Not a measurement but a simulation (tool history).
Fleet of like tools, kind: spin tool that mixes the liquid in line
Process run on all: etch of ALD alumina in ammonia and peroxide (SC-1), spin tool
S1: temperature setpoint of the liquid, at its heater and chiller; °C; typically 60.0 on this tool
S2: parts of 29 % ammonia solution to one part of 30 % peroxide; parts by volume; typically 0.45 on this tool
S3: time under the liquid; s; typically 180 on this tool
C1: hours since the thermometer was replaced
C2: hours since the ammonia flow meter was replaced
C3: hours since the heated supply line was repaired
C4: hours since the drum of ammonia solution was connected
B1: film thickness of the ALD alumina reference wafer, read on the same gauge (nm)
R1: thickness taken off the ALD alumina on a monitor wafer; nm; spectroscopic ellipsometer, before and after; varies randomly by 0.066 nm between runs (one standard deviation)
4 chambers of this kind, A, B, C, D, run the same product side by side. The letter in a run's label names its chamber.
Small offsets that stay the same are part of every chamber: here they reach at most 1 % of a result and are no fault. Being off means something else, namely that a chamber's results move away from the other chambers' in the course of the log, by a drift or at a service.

run 1C hour=12.1 | S1=60.0 S2=0.45 S3=180 | C1=894.3 C2=130.9 C3=1828.4 C4=302.6 | B1=99.996 | R1=17.6310
run 2D hour=19.3 | S1=60.0 S2=0.45 S3=180 | C1=668.4 C2=353.3 C3=1470.5 C4=24.0 | B1=99.998 | R1=17.3580
run 3A hour=28.4 | S1=60.0 S2=0.45 S3=180 | C1=962.9 C2=389.0 C3=940.3 C4=222.4 | B1=99.993 | R1=17.5590
run 4B hour=41.2 | S1=60.0 S2=0.45 S3=180 | C1=1681.5 C2=955.7 C3=81.0 C4=300.3 | B1=100.000 | R1=17.6560
run 5D hour=51.8 | S1=60.0 S2=0.45 S3=180 | C1=700.9 C2=385.8 C3=1503.0 C4=56.5 | B1=100.010 | R1=17.4400
run 6A hour=62.8 | S1=60.0 S2=0.45 S3=180 | C1=997.3 C2=423.4 C3=974.7 C4=256.8 | B1=99.993 | R1=17.6200
run 7B hour=74.9 | S1=51.0 S2=0.45 S3=180 | C1=1715.2 C2=989.4 C3=114.7 C4=334.0 | B1=99.994 | R1=10.8620
run 8C hour=86.4 | S1=51.0 S2=0.45 S3=180 | C1=968.6 C2=205.2 C3=1902.7 C4=376.9 | B1=100.010 | R1=10.9210
run 9D hour=93.6 | S1=51.0 S2=0.45 S3=180 | C1=742.7 C2=427.6 C3=1544.8 C4=98.3 | B1=99.997 | R1=10.8330
run 10A hour=107.4 | S1=51.0 S2=0.45 S3=180 | C1=1041.9 C2=468.0 C3=1019.3 C4=301.4 | B1=99.983 | R1=10.8750
-- hour=116.1 chamber A: new drum of ammonia solution connected
run 11C hour=116.6 | S1=60.0 S2=0.45 S3=180 | C1=998.8 C2=235.4 C3=1932.9 C4=407.1 | B1=100.010 | R1=17.4680
run 12B hour=125.4 | S1=64.5 S2=0.45 S3=180 | C1=1765.7 C2=1039.9 C3=165.2 C4=384.5 | B1=100.010 | R1=22.0700
run 13A hour=137.6 | S1=64.5 S2=0.45 S3=180 | C1=1072.1 C2=498.2 C3=1049.5 C4=21.5 | B1=99.987 | R1=22.0140
run 14C hour=144.7 | S1=64.5 S2=0.45 S3=180 | C1=1026.9 C2=263.5 C3=1961.0 C4=435.2 | B1=99.979 | R1=22.1490
run 15B hour=152.4 | S1=64.5 S2=0.45 S3=180 | C1=1792.7 C2=1066.9 C3=192.2 C4=411.5 | B1=99.996 | R1=22.1070
run 16D hour=162.7 | S1=60.0 S2=0.45 S3=180 | C1=811.8 C2=496.7 C3=1613.9 C4=167.4 | B1=100.010 | R1=17.3730
run 17A hour=172.3 | S1=51.5 S2=0.55 S3=180 | C1=1106.8 C2=532.9 C3=1084.2 C4=56.2 | B1=100.000 | R1=11.4820
-- hour=173.0 chamber D: thermometer replaced
run 18D hour=183.0 | S1=51.5 S2=0.55 S3=180 | C1=10.1 C2=517.0 C3=1634.2 C4=187.7 | B1=100.030 | R1=11.2790
run 19C hour=196.5 | S1=51.5 S2=0.55 S3=180 | C1=1078.7 C2=315.3 C3=2012.8 C4=487.0 | B1=99.998 | R1=11.5170
run 20B hour=208.7 | S1=51.5 S2=0.55 S3=180 | C1=1849.0 C2=1123.2 C3=248.5 C4=467.8 | B1=99.986 | R1=11.4180
run 21B hour=219.2 | S1=60.0 S2=0.45 S3=180 | C1=1859.5 C2=1133.7 C3=259.0 C4=478.3 | B1=99.987 | R1=17.6010
run 22D hour=231.0 | S1=60.0 S2=0.45 S3=180 | C1=58.1 C2=565.0 C3=1682.2 C4=235.7 | B1=99.997 | R1=17.4650
-- hour=233.2 chamber B: new drum of ammonia solution connected
run 23C hour=244.1 | S1=57.0 S2=0.45 S3=110 | C1=1126.3 C2=362.9 C3=2060.4 C4=534.6 | B1=99.976 | R1=9.2215
run 24A hour=251.3 | S1=57.0 S2=0.45 S3=110 | C1=1185.8 C2=611.9 C3=1163.2 C4=135.2 | B1=100.010 | R1=9.2198
run 25B hour=261.1 | S1=57.0 S2=0.45 S3=110 | C1=1901.4 C2=1175.6 C3=300.9 C4=27.9 | B1=99.989 | R1=9.1495
-- hour=267.2 chamber A: thermometer replaced
run 26C hour=268.4 | S1=57.0 S2=0.45 S3=110 | C1=1150.6 C2=387.2 C3=2084.7 C4=558.9 | B1=99.997 | R1=9.2075
run 27D hour=277.6 | S1=60.0 S2=0.45 S3=180 | C1=104.7 C2=611.6 C3=1728.8 C4=282.3 | B1=100.030 | R1=17.4510
run 28A hour=291.8 | S1=60.0 S2=0.45 S3=180 | C1=24.6 C2=652.4 C3=1203.7 C4=175.7 | B1=100.010 | R1=17.6040
run 29C hour=304.4 | S1=60.0 S2=0.45 S3=180 | C1=1186.6 C2=423.2 C3=2120.7 C4=594.9 | B1=100.020 | R1=17.4280
run 30A hour=311.7 | S1=60.0 S2=0.45 S3=180 | C1=44.5 C2=672.3 C3=1223.6 C4=195.6 | B1=100.010 | R1=17.6530
-- hour=311.9 chamber B: thermometer replaced
run 31D hour=321.8 | S1=60.0 S2=0.45 S3=180 | C1=148.9 C2=655.8 C3=1773.0 C4=326.5 | B1=99.982 | R1=17.5460
-- hour=327.1 chamber B: ammonia flow meter replaced
run 32B hour=334.1 | S1=60.0 S2=0.45 S3=180 | C1=22.2 C2=7.1 C3=373.9 C4=100.9 | B1=100.020 | R1=17.5870
run 33A hour=349.8 | S1=60.0 S2=0.45 S3=180 | C1=82.6 C2=710.4 C3=1261.7 C4=233.7 | B1=99.989 | R1=17.6630
run 34D hour=361.9 | S1=60.0 S2=0.45 S3=180 | C1=189.0 C2=695.9 C3=1813.1 C4=366.6 | B1=100.000 | R1=17.3890
-- hour=362.5 chamber C: new drum of ammonia solution connected
run 35C hour=373.2 | S1=60.0 S2=0.45 S3=180 | C1=1255.4 C2=492.0 C3=2189.5 C4=10.7 | B1=100.000 | R1=17.5770
run 36B hour=384.0 | S1=60.0 S2=0.45 S3=180 | C1=72.1 C2=57.0 C3=423.8 C4=150.8 | B1=99.995 | R1=17.6820
run 37C hour=395.1 | S1=60.0 S2=0.45 S3=180 | C1=1277.3 C2=513.9 C3=2211.4 C4=32.6 | B1=100.000 | R1=17.5190
-- hour=404.8 chamber A: new drum of ammonia solution connected
run 38D hour=406.6 | S1=60.0 S2=0.45 S3=180 | C1=233.7 C2=740.6 C3=1857.8 C4=411.3 | B1=99.978 | R1=17.4750
run 39A hour=421.7 | S1=60.0 S2=0.45 S3=180 | C1=154.5 C2=782.3 C3=1333.6 C4=17.0 | B1=99.989 | R1=17.6920
run 40B hour=429.4 | S1=60.0 S2=0.45 S3=180 | C1=117.5 C2=102.4 C3=469.2 C4=196.2 | B1=100.020 | R1=17.5850
run 41B hour=440.7 | S1=60.0 S2=0.45 S3=180 | C1=128.8 C2=113.7 C3=480.5 C4=207.5 | B1=100.000 | R1=17.6920

Next, every chamber runs the same settings. What will each give?
run 42A hour=452.3 | S1=60.0 S2=0.35 S3=180 | R1=?
run 42B hour=452.3 | S1=60.0 S2=0.35 S3=180 | R1=?
run 42C hour=452.3 | S1=60.0 S2=0.35 S3=180 | R1=?
run 42D hour=452.3 | S1=60.0 S2=0.35 S3=180 | R1=?

run=42A R1=17.2430
run=42B R1=17.2670
run=42C R1=17.2260
run=42D R1=16.9510

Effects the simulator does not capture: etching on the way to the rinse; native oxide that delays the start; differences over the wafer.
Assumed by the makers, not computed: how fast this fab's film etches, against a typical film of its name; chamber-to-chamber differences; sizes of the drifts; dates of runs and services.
